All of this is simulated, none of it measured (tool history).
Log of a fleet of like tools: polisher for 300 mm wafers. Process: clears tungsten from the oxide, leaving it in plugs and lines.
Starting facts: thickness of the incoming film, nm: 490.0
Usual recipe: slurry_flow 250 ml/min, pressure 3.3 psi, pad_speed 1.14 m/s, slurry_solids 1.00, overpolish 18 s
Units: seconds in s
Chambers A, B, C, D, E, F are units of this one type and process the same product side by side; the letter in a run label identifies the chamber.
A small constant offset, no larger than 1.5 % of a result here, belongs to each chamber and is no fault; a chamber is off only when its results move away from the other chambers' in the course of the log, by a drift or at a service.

run,hour,slurry_flow,pressure,pad_speed,slurry_solids,overpolish,wafers polished on this pad,hours since the slurry nozzle was cleaned,hours since the head pressure was calibrated,hours since the slurry blender was calibrated,hours since the slurry got fresh peroxide,seconds
# hour 10.6: chamber A: slurry blender recalibrated
# hour 11.4: chamber B: slurry tank refilled with fresh slurry and peroxide
1E,12.7,250,3.3,1.14,1.00,18,443,408.1,217.8,159.7,25.7,91.205
# hour 18.1: chamber B: slurry blender recalibrated
2B,27.3,250,3.3,1.14,1.00,18,324,445.2,53.2,9.2,16.0,88.103
# hour 30.0: chamber E: worn pad replaced by a new one
# hour 35.5: chamber C: worn pad replaced by a new one
3A,36.0,250,3.3,1.14,1.00,18,624,66.1,375.5,25.4,91.3,88.130
# hour 38.3: chamber D: worn pad replaced by a new one
# hour 39.0: chamber F: slurry tank refilled with fresh slurry and peroxide
4F,47.0,250,3.3,1.14,1.00,18,789,283.4,171.5,156.9,8.1,87.927
# hour 59.6: chamber A: slurry tank refilled with fresh slurry and peroxide
5C,63.1,250,3.3,1.14,1.00,18,149,182.4,249.9,350.1,127.1,89.970
6D,75.5,250,3.3,1.14,1.00,18,201,250.7,431.1,130.4,115.9,87.324
7E,86.5,250,3.3,1.14,1.00,18,305,481.9,291.6,233.5,99.5,88.049
# hour 88.9: chamber E: slurry tank refilled with fresh slurry and peroxide
8F,97.3,250,3.3,1.14,1.00,18,1061,333.7,221.8,207.2,58.4,90.676
# hour 100.8: chamber D: slurry blender recalibrated
9C,109.8,250,3.3,1.14,1.00,18,401,229.1,296.6,396.8,173.8,89.739
# hour 117.3: chamber D: slurry tank refilled with fresh slurry and peroxide
10A,120.3,250,3.3,1.14,1.00,18,1080,150.4,459.8,109.7,60.8,89.407
# hour 131.2: chamber F: worn pad replaced by a new one
11D,134.3,250,3.3,1.14,1.00,18,518,309.5,489.9,33.6,17.1,90.904
# hour 142.3: chamber B: worn pad replaced by a new one
12B,146.5,250,3.3,1.14,1.00,18,23,564.4,172.4,128.4,135.2,86.362
# hour 149.2: chamber E: worn pad replaced by a new one
# hour 151.7: chamber F: slurry blender recalibrated
# hour 153.2: chamber E: head pressure recalibrated
# hour 155.5: chamber D: worn pad replaced by a new one
# hour 159.0: chamber A: worn pad replaced by a new one
13D,160.3,250,3.3,1.14,1.00,18,26,335.5,515.9,59.6,43.1,88.819
# hour 162.0: chamber D: slurry nozzle cleaned
14E,170.2,250,3.3,1.14,1.00,18,113,565.6,17.1,317.2,81.4,87.817
# hour 174.7: chamber A: slurry tank refilled with fresh slurry and peroxide
# hour 183.8: chamber F: slurry tank refilled with fresh slurry and peroxide
15F,186.1,250,3.3,1.14,1.00,18,296,422.5,310.6,34.5,2.4,89.593
# hour 186.2: chamber B: slurry blender recalibrated
# hour 187.1: chamber C: slurry blender recalibrated
16B,195.4,250,3.3,1.14,1.00,18,287,613.3,221.3,9.3,184.1,85.268
# hour 200.5: chamber E: slurry tank refilled with fresh slurry and peroxide
# hour 205.2: chamber B: slurry tank refilled with fresh slurry and peroxide
17C,205.5,250,3.3,1.14,1.00,18,918,324.8,392.3,18.4,269.5,93.576
# hour 208.5: chamber C: worn pad replaced by a new one
# hour 218.8: chamber E: slurry nozzle cleaned
18A,221.4,335,3.3,1.14,1.00,18,337,251.5,560.9,210.8,46.7,86.259
# hour 234.8: chamber D: slurry blender recalibrated
19B,237.7,335,3.3,1.14,1.00,18,515,655.6,263.6,51.6,32.5,85.348
20F,245.0,335,3.3,1.14,1.00,18,614,481.4,369.5,93.4,61.3,88.438
# hour 251.1: chamber E: worn pad replaced by a new one
21D,254.4,335,3.3,1.14,1.00,18,534,92.4,610.0,19.7,137.2,84.840
# hour 260.9: chamber D: slurry tank refilled with fresh slurry and peroxide
# hour 262.3: chamber B: slurry nozzle cleaned
# hour 262.8: chamber D: worn pad replaced by a new one
22E,269.3,335,3.3,1.14,1.00,18,98,50.6,116.2,416.3,68.8,87.215
# hour 270.1: chamber F: slurry nozzle cleaned
# hour 277.0: chamber A: slurry tank refilled with fresh slurry and peroxide
23A,284.9,335,3.3,1.14,1.00,18,680,315.0,624.4,274.3,7.9,89.653
# hour 297.0: chamber E: slurry blender recalibrated
# hour 297.2: chamber E: slurry tank refilled with fresh slurry and peroxide
24C,300.5,250,3.3,1.14,1.00,18,497,419.8,487.3,113.4,364.5,95.846
# hour 300.8: chamber C: head pressure recalibrated
# hour 300.8: chamber F: slurry tank refilled with fresh slurry and peroxide
# hour 304.9: chamber B: worn pad replaced by a new one
25B,312.4,250,3.3,1.14,1.00,18,40,50.1,338.3,126.3,107.2,88.972
26A,322.3,250,3.3,1.14,1.00,18,881,352.4,661.8,311.7,45.3,90.432
# hour 323.9: chamber D: head pressure recalibrated
# hour 334.5: chamber A: slurry blender recalibrated
# hour 335.5: chamber B: head pressure recalibrated
27E,337.3,250,3.3,1.14,1.00,18,465,118.6,184.2,40.3,40.1,88.778
# hour 338.6: chamber F: worn pad replaced by a new one
28D,351.1,250,3.3,1.14,1.00,18,476,189.1,27.3,116.4,90.2,88.752
# hour 355.6: chamber D: slurry blender recalibrated
# hour 357.9: chamber B: slurry blender recalibrated
# hour 364.0: chamber E: worn pad replaced by a new one
29C,364.7,250,3.3,1.14,1.00,18,843,484.0,64.0,177.6,428.7,98.673
# hour 365.3: chamber A: slurry tank refilled with fresh slurry and peroxide
30F,372.6,250,3.3,1.14,1.00,18,183,102.5,497.1,221.0,71.8,89.386
# hour 375.4: chamber B: slurry tank refilled with fresh slurry and peroxide
# hour 379.6: chamber C: worn pad replaced by a new one
# hour 382.6: chamber A: worn pad replaced by a new one
31A,385.1,250,3.3,1.14,1.00,18,14,415.2,724.6,50.7,19.9,90.994
# hour 389.9: chamber D: worn pad replaced by a new one
32B,399.9,250,3.3,1.14,1.00,18,513,137.6,64.5,42.0,24.5,88.591
# hour 408.4: chamber D: slurry tank refilled with fresh slurry and peroxide
33E,410.1,250,3.3,1.14,1.00,18,249,191.4,257.0,113.1,112.9,86.183
# hour 414.5: chamber E: slurry tank refilled with fresh slurry and peroxide
34F,419.7,250,3.3,1.14,1.00,18,438,149.6,544.2,268.1,118.9,89.848
# hour 434.8: chamber F: slurry tank refilled with fresh slurry and peroxide
35D,435.5,250,3.3,1.14,1.00,18,246,273.5,111.7,80.0,27.2,85.753
36C,446.5,250,3.3,1.14,1.00,18,361,565.8,145.8,259.4,510.5,98.532
37A,459.7,250,3.3,1.14,1.00,18,416,489.8,799.2,125.3,94.5,86.554
38B,468.6,190,3.3,1.14,1.25,18,884,206.3,133.2,110.7,93.2,86.390
# hour 471.7: chamber C: slurry nozzle cleaned
# hour 479.6: chamber E: worn pad replaced by a new one
39D,481.8,190,3.3,1.14,1.25,18,496,319.8,158.0,126.3,73.5,84.810
40C,489.2,190,3.3,1.14,1.25,18,592,17.6,188.5,302.1,553.2,99.312
41E,498.9,190,3.3,1.14,1.25,18,104,280.2,345.8,201.9,84.5,86.537
# hour 502.9: chamber F: slurry blender recalibrated
42F,510.6,190,3.3,1.14,1.25,18,929,240.5,635.1,7.8,75.9,89.940

All chambers now run identical settings, listed one chamber a line with results as question marks. What results will each chamber show?
43A,522.2,250,4.4,1.14,1.00,18,,,,,,?
43B,522.2,250,4.4,1.14,1.00,18,,,,,,?
43C,522.2,250,4.4,1.14,1.00,18,,,,,,?
43D,522.2,250,4.4,1.14,1.00,18,,,,,,?
43E,522.2,250,4.4,1.14,1.00,18,,,,,,?
43F,522.2,250,4.4,1.14,1.00,18,,,,,,?

run,seconds
43A,66.832
43B,65.352
43C,78.598
43D,67.127
43E,66.216
43F,68.437
